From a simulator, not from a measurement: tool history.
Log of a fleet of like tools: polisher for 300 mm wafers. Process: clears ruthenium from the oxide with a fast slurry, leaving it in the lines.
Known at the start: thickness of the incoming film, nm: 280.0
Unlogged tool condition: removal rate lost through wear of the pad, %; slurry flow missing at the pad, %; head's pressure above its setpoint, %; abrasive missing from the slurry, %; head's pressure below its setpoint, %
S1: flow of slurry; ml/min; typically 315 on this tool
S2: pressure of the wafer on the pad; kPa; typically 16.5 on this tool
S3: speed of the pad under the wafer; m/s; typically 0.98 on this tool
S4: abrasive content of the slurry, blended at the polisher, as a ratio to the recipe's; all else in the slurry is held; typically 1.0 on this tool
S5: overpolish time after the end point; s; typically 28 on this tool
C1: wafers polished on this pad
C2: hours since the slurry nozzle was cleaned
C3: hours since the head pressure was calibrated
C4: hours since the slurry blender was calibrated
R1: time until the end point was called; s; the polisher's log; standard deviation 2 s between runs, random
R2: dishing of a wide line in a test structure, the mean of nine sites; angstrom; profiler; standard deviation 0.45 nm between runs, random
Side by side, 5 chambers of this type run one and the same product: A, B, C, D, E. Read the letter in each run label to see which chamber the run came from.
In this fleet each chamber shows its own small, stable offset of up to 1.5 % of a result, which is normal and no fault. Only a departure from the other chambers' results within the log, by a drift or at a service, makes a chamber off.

run  hour   S1    S2    S3   S4  S5    C1     C2     C3     C4       R1      R2
      1.4  -- chamber C: worn pad replaced by a new one
 1B   4.2  315  16.5  0.98  1.0  28   679  107.9  633.6  330.5   95.979  296.01
 2E   8.4  315  16.5  0.98  1.0  28   426  433.5  383.4  310.3   98.934  296.93
 3A  11.4  315  16.5  0.98  1.0  28   413  187.0   47.5   69.1  101.770  296.90
 4D  14.9  315  16.5  0.98  1.0  28   440  360.6  553.6  188.2  101.260  291.90
 5C  17.8  380  16.5  0.98  1.3  28   160   28.8  372.8   94.0   84.392  304.37
 6A  20.0  380  16.5  0.98  1.3  28   497  195.6   56.1   77.7   90.897  309.57
 7E  22.6  380  16.5  0.98  1.3  28   564  447.7  397.6  324.5   90.106  301.46
 8C  25.3  380  16.5  0.98  1.3  28   233   36.3  380.3  101.5   83.536  307.21
     27.1  -- chamber B: worn pad replaced by a new one
 9B  29.3  380  16.5  0.98  1.3  28    21  133.0  658.7  355.6   84.143  307.62
10D  31.7  315  16.5  0.98  1.0  28   604  377.4  570.4  205.0  100.320  297.83
11A  35.9  315  16.5  0.98  1.0  28   651  211.5   72.0   93.6  100.310  287.68
12C  38.9  315  16.5  0.98  1.0  28   365   49.9  393.9  115.1   96.823  288.89
13B  42.4  315  16.5  0.98  1.0  28   149  146.1  671.8  368.7   96.109  299.15
     42.8  -- chamber A: slurry nozzle cleaned
     43.7  -- chamber A: worn pad replaced by a new one
14D  46.1  315  16.5  0.98  1.0  28   744  391.8  584.8  219.4  102.510  298.02
15E  49.7  315  16.5  0.98  1.0  28   828  474.8  424.7  351.6   99.532  291.23
16D  52.3  315  16.5  0.98  1.0  28   804  398.0  591.0  225.6  101.860  296.03
17E  55.2  315  16.5  0.98  1.1  28   881  480.3  430.2  357.1   96.985  290.40
18C  57.4  315  16.5  0.98  1.1  28   545   68.4  412.4  133.6   97.113  294.06
     59.1  -- chamber A: slurry blender recalibrated
19A  60.8  315  16.5  0.98  1.1  28   166   18.0   96.9    1.8   93.278  300.27
20B  65.1  315  16.5  0.98  1.1  28   369  168.8  694.5  391.4   91.047  297.54
21B  68.3  315  16.5  0.98  1.1  28   400  172.0  697.7  394.6   93.384  293.93
22A  72.3  315  12.4  1.18  1.0  28   278   29.5  108.4   13.3  111.130  279.26
     75.5  -- chamber E: slurry blender recalibrated
23E  76.6  315  12.4  1.18  1.0  28  1089  501.7  451.6    1.1  117.740  275.40
24C  79.4  315  12.4  1.18  1.0  28   759   90.4  434.4  155.6  109.000  277.03
25D  83.7  315  12.4  1.18  1.0  28  1109  429.4  622.4  257.0  114.770  287.68
26B  86.7  315  12.4  1.18  1.0  28   579  190.4  716.1  413.0  105.200  284.02
27A  90.1  315  16.5  0.98  1.0  28   451   47.3  126.2   31.1  100.890  297.59
28C  92.7  315  16.5  0.98  1.0  28   888  103.7  447.7  168.9   99.812  301.43
29E  97.1  315  16.5  0.98  1.0  28  1289  522.2  472.1   21.6  110.170  283.93
30D  99.2  315  16.5  0.98  1.0  28  1260  444.9  637.9  272.5  101.750  299.03

Does one chamber stand apart from the rest, does the shared gauge drift, or is all well apart from small per-chamber offsets? Give the chamber and the most likely cause, where there is one.

One chamber, E, drifts off from the rest bit by bit.
Likeliest cause: removal rate lost through wear of the pad, % = 11.5.
From this log alone, it may not be told apart from: head's pressure below its setpoint, %.

Here are 4 candidates for chamber E's next run, each the usual settings with a change, their results left as question marks. Which one brings its results back in line with what the others give on the usual settings?
Maximum distance from the other chambers' mean on the usual settings for a result to count as in line: R1 6.800 s; R2 16.00 angstrom
31E-1  102.4  320  18.6  1.10  1.05  28                   ?   ?
31E-2  102.4  315  17.2  1.04  1.00  28                   ?   ?
31E-3  102.4  310  15.2  0.86  0.95  28                   ?   ?
31E-4  102.4  315  15.9  0.92  1.00  28                   ?   ?

Other chambers, usual settings, mean: R1 98.477 s; R2 295.21 angstrom
  run       R1      R2
31E-1   85.609  303.74
31E-2   99.904  291.78
31E-3  140.270  258.14
31E-4  122.530  272.59
31E-2 brings the chamber back in line.
